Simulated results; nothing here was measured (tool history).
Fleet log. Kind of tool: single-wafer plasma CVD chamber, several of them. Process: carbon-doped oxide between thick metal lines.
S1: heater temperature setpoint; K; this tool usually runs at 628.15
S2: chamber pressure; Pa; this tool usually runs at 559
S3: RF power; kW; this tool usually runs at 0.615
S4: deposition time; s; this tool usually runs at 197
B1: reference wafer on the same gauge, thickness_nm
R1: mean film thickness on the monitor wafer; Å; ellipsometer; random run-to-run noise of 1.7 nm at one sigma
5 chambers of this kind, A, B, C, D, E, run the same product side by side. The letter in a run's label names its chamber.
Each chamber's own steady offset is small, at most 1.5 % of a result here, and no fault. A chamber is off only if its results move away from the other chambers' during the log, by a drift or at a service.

| run | hour | S1 | S2 | S3 | S4 | B1 | R1 |
|---|---|---|---|---|---|---|---|
| 1E | 6 | 628.15 | 559 | 0.615 | 197 | 930.04 | 10834 |
| 2A | 16.3 | 628.15 | 559 | 0.615 | 197 | 929.87 | 10889 |
| 3D | 26.3 | 628.15 | 559 | 0.615 | 197 | 929.33 | 10943 |
| 4B | 36 | 628.15 | 559 | 0.615 | 197 | 929.69 | 10740 |
| 5C | 41.5 | 628.15 | 559 | 0.615 | 197 | 929.46 | 10769 |
| 6B | 48.8 | 628.15 | 559 | 0.615 | 197 | 929.39 | 10778 |
| 7E | 60.7 | 622.15 | 559 | 0.72 | 197 | 928.9 | 12054 |
| 8D | 73.1 | 622.15 | 559 | 0.72 | 197 | 929.23 | 12170 |
| 9C | 82.6 | 622.15 | 559 | 0.72 | 197 | 928.89 | 11971 |
| 10A | 91 | 622.15 | 559 | 0.72 | 197 | 928.41 | 12168 |
| 11C | 102.5 | 622.15 | 559 | 0.72 | 197 | 928.32 | 11956 |
| 12E | 110.2 | 628.15 | 559 | 0.615 | 197 | 928.51 | 10818 |
| 13A | 121.9 | 628.15 | 559 | 0.615 | 197 | 928.36 | 10873 |
| 14D | 127.8 | 628.15 | 559 | 0.615 | 197 | 928.23 | 10920 |
| 15B | 138.7 | 628.15 | 559 | 0.615 | 197 | 928.43 | 10753 |
| 16B | 145.1 | 628.15 | 559 | 0.615 | 197 | 928.15 | 10752 |
| 17C | 156.8 | 628.15 | 559 | 0.615 | 197 | 928.28 | 10756 |
| 18E | 166.8 | 635.15 | 501 | 0.615 | 197 | 927.24 | 10474 |
| 19A | 172.3 | 635.15 | 501 | 0.615 | 197 | 927.8 | 10512 |
| 20D | 183.8 | 635.15 | 501 | 0.615 | 197 | 927.47 | 10571 |
|  | 187.7 | chamber D: RF generator calibrated |
| 21C | 195.9 | 635.15 | 501 | 0.615 | 197 | 927.07 | 10387 |
| 22B | 204.9 | 635.15 | 501 | 0.615 | 197 | 927.14 | 10382 |
| 23D | 216 | 628.15 | 559 | 0.615 | 197 | 926.75 | 10849 |
| 24E | 224.4 | 628.15 | 559 | 0.615 | 197 | 927.05 | 10779 |
| 25A | 230 | 628.15 | 559 | 0.615 | 197 | 926.81 | 10820 |
| 26E | 239.7 | 628.15 | 559 | 0.615 | 197 | 926.57 | 10790 |
|  | 244.4 | chamber A: capacitance manometer re-zeroed and calibrated |
| 27D | 249.5 | 628.15 | 504 | 0.71 | 197 | 926.98 | 11677 |
| 28B | 260.3 | 628.15 | 504 | 0.71 | 197 | 926.54 | 11520 |
| 29A | 272.8 | 628.15 | 504 | 0.71 | 197 | 925.86 | 11626 |
| 30C | 279.8 | 628.15 | 504 | 0.71 | 197 | 926.06 | 11484 |
| 31C | 291.4 | 628.15 | 504 | 0.71 | 197 | 926.14 | 11480 |
| 32E | 303.8 | 628.15 | 559 | 0.615 | 197 | 925.92 | 10797 |
| 33A | 312.3 | 628.15 | 559 | 0.615 | 197 | 925.74 | 10815 |
| 34D | 319 | 628.15 | 559 | 0.615 | 197 | 925.65 | 10892 |
| 35B | 329.1 | 628.15 | 559 | 0.615 | 197 | 925.62 | 10683 |
| 36A | 335.8 | 628.15 | 559 | 0.615 | 197 | 925.3 | 10836 |
| 37E | 341.7 | 628.15 | 559 | 0.615 | 197 | 925.11 | 10784 |
| 38D | 349.7 | 628.15 | 504 | 0.615 | 197 | 925.04 | 10722 |
| 39C | 361.2 | 628.15 | 504 | 0.615 | 197 | 924.93 | 10543 |
| 40B | 368.1 | 628.15 | 504 | 0.615 | 197 | 925.07 | 10555 |
| 41B | 379.5 | 628.15 | 504 | 0.615 | 197 | 924.86 | 10533 |
| 42E | 391.8 | 628.15 | 504 | 0.615 | 197 | 924.71 | 10594 |
| 43C | 403.5 | 628.15 | 559 | 0.615 | 197 | 924.48 | 10711 |
| 44D | 415.9 | 628.15 | 559 | 0.615 | 197 | 924.4 | 10846 |

Read the log: is a single chamber off, either drifting away or since a service, is the gauge that measures every chamber drifting, or is nothing wrong beyond small per-chamber offsets? Name any odd chamber and what most likely caused it.

The gauge drifts, so all chambers seem to drift together. No chamber is off.
Likeliest cause: gauge reads low (%) = 0.639.
